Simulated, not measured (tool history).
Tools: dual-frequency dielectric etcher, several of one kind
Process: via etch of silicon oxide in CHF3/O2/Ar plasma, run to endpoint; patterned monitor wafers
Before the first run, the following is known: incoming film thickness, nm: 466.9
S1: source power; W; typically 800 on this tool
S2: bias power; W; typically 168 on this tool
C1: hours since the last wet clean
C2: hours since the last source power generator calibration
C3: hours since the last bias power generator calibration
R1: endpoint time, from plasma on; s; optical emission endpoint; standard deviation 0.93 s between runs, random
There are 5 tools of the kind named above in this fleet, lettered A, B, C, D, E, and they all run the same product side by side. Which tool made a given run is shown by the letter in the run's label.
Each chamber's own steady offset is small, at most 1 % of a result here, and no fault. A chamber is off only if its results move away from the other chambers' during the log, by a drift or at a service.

{"run": "1D", "hour": 4.9, "S1": 800, "S2": 168, "C1": 34.4, "C2": 2260.6, "C3": 1729.8, "R1": 218.1}
{"run": "2A", "hour": 10.2, "S1": 800, "S2": 168, "C1": 520.9, "C2": 89.7, "C3": 1946.6, "R1": 216.23}
{"run": "3C", "hour": 16.1, "S1": 800, "S2": 168, "C1": 390, "C2": 4045.7, "C3": 3689.1, "R1": 216.85}
{"hour": 16.6, "done": "chamber A: wet clean of the chamber"}
{"hour": 18.2, "done": "chamber C: bias power generator calibrated"}
{"run": "4B", "hour": 19.5, "S1": 800, "S2": 168, "C1": 154.7, "C2": 2317.3, "C3": 1464.8, "R1": 216.16}
{"run": "5E", "hour": 24.5, "S1": 700, "S2": 197, "C1": 476.2, "C2": 2364.3, "C3": 1835.5, "R1": 215.38}
{"run": "6A", "hour": 29.2, "S1": 700, "S2": 197, "C1": 12.6, "C2": 108.7, "C3": 1965.6, "R1": 214.67}
{"run": "7E", "hour": 32.3, "S1": 700, "S2": 197, "C1": 484, "C2": 2372.1, "C3": 1843.3, "R1": 215.61}
{"run": "8B", "hour": 35.3, "S1": 700, "S2": 197, "C1": 170.5, "C2": 2333.1, "C3": 1480.6, "R1": 215.95}
{"run": "9D", "hour": 41.0, "S1": 700, "S2": 197, "C1": 70.5, "C2": 2296.7, "C3": 1765.9, "R1": 217.67}
{"run": "10C", "hour": 47.0, "S1": 800, "S2": 168, "C1": 420.9, "C2": 4076.6, "C3": 28.8, "R1": 215.5}
{"run": "11B", "hour": 52.5, "S1": 800, "S2": 168, "C1": 187.7, "C2": 2350.3, "C3": 1497.8, "R1": 216.59}
{"run": "12E", "hour": 57.0, "S1": 800, "S2": 168, "C1": 508.7, "C2": 2396.8, "C3": 1868, "R1": 214.68}
{"run": "13D", "hour": 61.0, "S1": 800, "S2": 168, "C1": 90.5, "C2": 2316.7, "C3": 1785.9, "R1": 217.9}
{"run": "14A", "hour": 65.0, "S1": 730, "S2": 148, "C1": 48.4, "C2": 144.5, "C3": 2001.4, "R1": 232.5}
{"run": "15C", "hour": 68.2, "S1": 730, "S2": 148, "C1": 442.1, "C2": 4097.8, "C3": 50, "R1": 232.55}
{"run": "16E", "hour": 74.1, "S1": 730, "S2": 148, "C1": 525.8, "C2": 2413.9, "C3": 1885.1, "R1": 232.41}
{"run": "17B", "hour": 78.8, "S1": 730, "S2": 148, "C1": 214, "C2": 2376.6, "C3": 1524.1, "R1": 232.37}
{"run": "18D", "hour": 83.8, "S1": 730, "S2": 148, "C1": 113.3, "C2": 2339.5, "C3": 1808.7, "R1": 235.24}
{"run": "19A", "hour": 87.3, "S1": 870, "S2": 129, "C1": 70.7, "C2": 166.8, "C3": 2023.7, "R1": 226.52}
{"run": "20C", "hour": 91.2, "S1": 870, "S2": 129, "C1": 465.1, "C2": 4120.8, "C3": 73, "R1": 226.18}
{"hour": 92.4, "done": "chamber E: wet clean of the chamber"}
{"run": "21A", "hour": 97.3, "S1": 870, "S2": 129, "C1": 80.7, "C2": 176.8, "C3": 2033.7, "R1": 228.59}
{"run": "22E", "hour": 101.7, "S1": 870, "S2": 129, "C1": 9.4, "C2": 2441.5, "C3": 1912.7, "R1": 228.69}
{"hour": 104.3, "done": "chamber C: wet clean of the chamber"}
{"run": "23D", "hour": 105.2, "S1": 870, "S2": 129, "C1": 134.7, "C2": 2360.9, "C3": 1830.1, "R1": 230.91}
{"run": "24C", "hour": 110.2, "S1": 800, "S2": 168, "C1": 6, "C2": 4139.8, "C3": 92, "R1": 223.8}
{"run": "25B", "hour": 115.8, "S1": 960, "S2": 128, "C1": 251, "C2": 2413.6, "C3": 1561.1, "R1": 219.9}
{"run": "26D", "hour": 120.3, "S1": 960, "S2": 128, "C1": 149.8, "C2": 2376, "C3": 1845.2, "R1": 220.63}
{"run": "27C", "hour": 124.6, "S1": 960, "S2": 128, "C1": 20.4, "C2": 4154.2, "C3": 106.4, "R1": 229.37}
{"run": "28A", "hour": 128.8, "S1": 960, "S2": 128, "C1": 112.2, "C2": 208.3, "C3": 2065.2, "R1": 215.63}
{"run": "29E", "hour": 134.2, "S1": 960, "S2": 128, "C1": 41.9, "C2": 2474, "C3": 1945.2, "R1": 219.38}
{"run": "30B", "hour": 138.3, "S1": 800, "S2": 141, "C1": 273.5, "C2": 2436.1, "C3": 1583.6, "R1": 229.17}
{"run": "31B", "hour": 145.0, "S1": 800, "S2": 141, "C1": 280.2, "C2": 2442.8, "C3": 1590.3, "R1": 228.62}
{"run": "32A", "hour": 148.9, "S1": 800, "S2": 141, "C1": 132.3, "C2": 228.4, "C3": 2085.3, "R1": 227.09}
{"run": "33E", "hour": 152.3, "S1": 800, "S2": 141, "C1": 60, "C2": 2492.1, "C3": 1963.3, "R1": 227.86}
{"run": "34D", "hour": 156.0, "S1": 800, "S2": 141, "C1": 185.5, "C2": 2411.7, "C3": 1880.9, "R1": 230.97}
{"run": "35C", "hour": 162.2, "S1": 800, "S2": 168, "C1": 58, "C2": 4191.8, "C3": 144, "R1": 224.34}
{"run": "36B", "hour": 165.7, "S1": 800, "S2": 168, "C1": 300.9, "C2": 2463.5, "C3": 1611, "R1": 215.9}
{"run": "37E", "hour": 172.2, "S1": 800, "S2": 168, "C1": 79.9, "C2": 2512, "C3": 1983.2, "R1": 216.61}
{"run": "38C", "hour": 178.9, "S1": 800, "S2": 168, "C1": 74.7, "C2": 4208.5, "C3": 160.7, "R1": 224.67}
{"run": "39D", "hour": 183.8, "S1": 990, "S2": 153, "C1": 213.3, "C2": 2439.5, "C3": 1908.7, "R1": 205.64}
{"run": "40A", "hour": 186.8, "S1": 990, "S2": 153, "C1": 170.2, "C2": 266.3, "C3": 2123.2, "R1": 203.4}
{"run": "41D", "hour": 192.0, "S1": 990, "S2": 153, "C1": 221.5, "C2": 2447.7, "C3": 1916.9, "R1": 206.76}
{"run": "42C", "hour": 196.4, "S1": 990, "S2": 153, "C1": 92.2, "C2": 4226, "C3": 178.2, "R1": 213.63}
{"run": "43E", "hour": 202.4, "S1": 990, "S2": 153, "C1": 110.1, "C2": 2542.2, "C3": 2013.4, "R1": 202.95}

All chambers now run identical settings, listed one chamber a line with results as question marks. What results will each chamber show?
{"run": "44A", "hour": 207.3, "S1": 800, "S2": 137, "R1": "?"}
{"run": "44B", "hour": 207.3, "S1": 800, "S2": 137, "R1": "?"}
{"run": "44C", "hour": 207.3, "S1": 800, "S2": 137, "R1": "?"}
{"run": "44D", "hour": 207.3, "S1": 800, "S2": 137, "R1": "?"}
{"run": "44E", "hour": 207.3, "S1": 800, "S2": 137, "R1": "?"}

run=44A R1=229.9
run=44B R1=232.33
run=44C R1=240.05
run=44D R1=230.43
run=44E R1=231.11
